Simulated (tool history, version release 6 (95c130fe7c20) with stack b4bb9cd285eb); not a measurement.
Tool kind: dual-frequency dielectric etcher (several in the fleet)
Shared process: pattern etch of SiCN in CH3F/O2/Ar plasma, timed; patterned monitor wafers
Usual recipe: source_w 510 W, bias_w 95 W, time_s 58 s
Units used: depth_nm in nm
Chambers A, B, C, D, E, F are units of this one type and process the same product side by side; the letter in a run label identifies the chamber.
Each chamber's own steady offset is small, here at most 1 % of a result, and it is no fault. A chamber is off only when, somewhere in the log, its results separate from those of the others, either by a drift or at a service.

run,hour,source_w,bias_w,time_s,"read-back reference wafer on the same gauge, depth_nm",depth_nm
1F,7.0,510,95,58,23.194,26.530
2A,11.5,510,95,58,23.201,26.569
3C,16.2,510,95,58,23.202,26.464
4B,20.2,510,95,58,23.193,26.429
5D,25.5,510,95,58,23.202,26.154
6E,32.1,510,95,58,23.204,26.397
7E,39.0,510,95,58,23.200,26.354
8F,46.4,510,95,58,23.200,26.518
9D,52.3,510,95,58,23.195,26.159
10A,58.4,510,95,58,23.215,26.536
11B,63.1,510,95,58,23.193,26.395
12C,67.8,510,118,49,23.204,24.089
13E,74.8,510,118,49,23.186,24.283
14F,78.8,510,118,49,23.181,24.068
15A,82.3,510,118,49,23.210,24.317
16B,86.0,510,118,49,23.202,24.037
17C,93.3,510,118,49,23.196,24.076
# hour 93.4: chamber E: bias power generator calibrated
18D,97.1,510,95,58,23.199,26.125
19C,103.3,510,95,58,23.202,26.309
20E,109.1,510,95,58,23.193,26.366
21A,116.4,510,95,58,23.205,26.605
22F,122.4,510,95,58,23.194,25.958
23B,128.8,510,95,58,23.208,26.329
24D,134.7,510,95,58,23.202,26.047
25C,138.7,510,95,58,23.210,26.460
26F,145.4,510,95,58,23.202,25.915
27E,152.1,420,95,73,23.204,30.867
28B,157.5,420,95,73,23.195,30.716
29D,163.5,420,95,73,23.207,30.611
30A,169.0,420,95,73,23.187,31.114
31B,173.9,420,95,73,23.210,30.820
32C,180.1,420,95,73,23.193,30.744
33E,187.4,510,95,58,23.202,26.427
34D,191.0,510,95,58,23.201,26.103
35A,195.8,510,95,58,23.190,26.662
36F,202.1,510,95,58,23.187,25.820

Decide between three cases: one chamber stands off from its peers, the gauge reading all wafers drifts, or nothing is wrong past each chamber's small offset. Where a chamber is off, say which and what most likely put it there.

It is chamber F that slowly wanders off from its peers.
Cause: etch rate under this chamber's usual, % = 3.5.

Below are 4 candidate recipes for chamber F's next run, each the usual settings with a change, their results shown as question marks. Which of them brings F's results back in line with what the other chambers give on the usual settings?
A result is in line if it is within this distance of the other chambers' mean on the usual settings: depth_nm 0.240 nm
37F-1,207.7,510,95,57.5,,?
37F-2,207.7,510,95,58.5,,?
37F-3,207.7,510,95,59.5,,?
37F-4,207.7,490,91,58.0,,?

Other chambers, usual settings, mean: depth_nm 26.351 nm
run,depth_nm
37F-1,25.439
37F-2,25.882
37F-3,26.324
37F-4,24.894
37F-3 brings the chamber back in line.
